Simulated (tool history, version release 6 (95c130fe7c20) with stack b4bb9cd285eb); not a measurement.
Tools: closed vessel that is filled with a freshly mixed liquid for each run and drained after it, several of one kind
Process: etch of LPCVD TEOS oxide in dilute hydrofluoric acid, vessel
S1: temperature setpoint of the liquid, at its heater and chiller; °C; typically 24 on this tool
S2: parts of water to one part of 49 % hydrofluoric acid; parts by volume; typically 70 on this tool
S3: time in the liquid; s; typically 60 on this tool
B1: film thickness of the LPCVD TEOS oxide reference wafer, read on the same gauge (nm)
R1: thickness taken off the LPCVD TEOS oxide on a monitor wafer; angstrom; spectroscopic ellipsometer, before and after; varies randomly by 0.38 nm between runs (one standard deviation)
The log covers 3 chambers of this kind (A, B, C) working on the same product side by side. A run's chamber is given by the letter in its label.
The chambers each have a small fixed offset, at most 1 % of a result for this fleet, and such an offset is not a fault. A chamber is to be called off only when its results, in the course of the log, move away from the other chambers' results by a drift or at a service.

| run | hour | S1 | S2 | S3 | B1 | R1 |
|---|---|---|---|---|---|---|
| 1B | 6 | 24 | 70 | 60 | 29.989 | 497.92 |
| 2C | 12 | 24 | 70 | 60 | 30.015 | 504.16 |
| 3A | 20.3 | 24 | 70 | 60 | 30.016 | 494.64 |
| 4A | 26.9 | 24 | 70 | 60 | 30.008 | 494.85 |
| 5C | 31.5 | 24 | 70 | 60 | 30.003 | 515.14 |
| 6B | 35.7 | 24 | 70 | 60 | 30 | 497.37 |
| 7A | 43 | 24 | 70 | 60 | 29.984 | 494.99 |
| 8C | 51.1 | 20.5 | 100 | 60 | 29.983 | 301.38 |
| 9B | 57 | 20.5 | 100 | 60 | 30.001 | 290.89 |
| 10B | 66.1 | 20.5 | 100 | 60 | 30.011 | 292.06 |
| 11A | 71.6 | 24 | 70 | 60 | 29.974 | 495.84 |
| 12C | 78.4 | 24 | 70 | 60 | 30.004 | 535.27 |
| 13A | 85.9 | 24 | 95 | 60 | 30 | 352.22 |
| 14C | 90.6 | 24 | 95 | 60 | 29.985 | 383.17 |
| 15B | 98.7 | 24 | 95 | 60 | 30.023 | 351.09 |
| 16B | 104.7 | 24 | 70 | 60 | 29.975 | 494.32 |
| 17C | 109.8 | 24 | 70 | 60 | 29.998 | 544.39 |
| 18A | 118.8 | 22 | 50 | 60 | 29.983 | 664.36 |
| 19A | 125 | 22 | 50 | 60 | 29.981 | 665.54 |
| 20B | 130.1 | 22 | 50 | 60 | 30.022 | 660.51 |
| 21C | 136.7 | 24 | 70 | 60 | 29.981 | 550.84 |

Is one chamber off against the others, does the gauge drift, or is nothing wrong? If a chamber is off, say which, and what the likeliest cause is.

One chamber, C, drifts off from the rest bit by bit.
Most likely cause: hydrofluoric acid flow above the setpoint (%) = 10.3.
With only this log, it may be confused with: liquid hotter than its thermometer reads (K).

Below are 4 candidate recipes for chamber C's next run, each the usual settings with a change, their results shown as question marks. Which of them brings C's results back in line with what the other chambers give on the usual settings?
Allowed miss from the other chambers' usual-settings mean, per result, to count as in line: R1 13 angstrom
| 22C-1 | 143.4 | 27 | 70 | 60 |  | ? |
| 22C-2 | 143.4 | 25.5 | 70 | 60 |  | ? |
| 22C-3 | 143.4 | 23.5 | 70 | 55 |  | ? |
| 22C-4 | 143.4 | 24 | 75 | 60 |  | ? |

The other chambers' mean on the usual settings: R1 495 angstrom
| run | R1 |
|---|---|
| 22C-1 | 625.7 |
| 22C-2 | 589.52 |
| 22C-3 | 498.5 |
| 22C-4 | 514.45 |
With 22C-3, the chamber falls back in line with the rest.
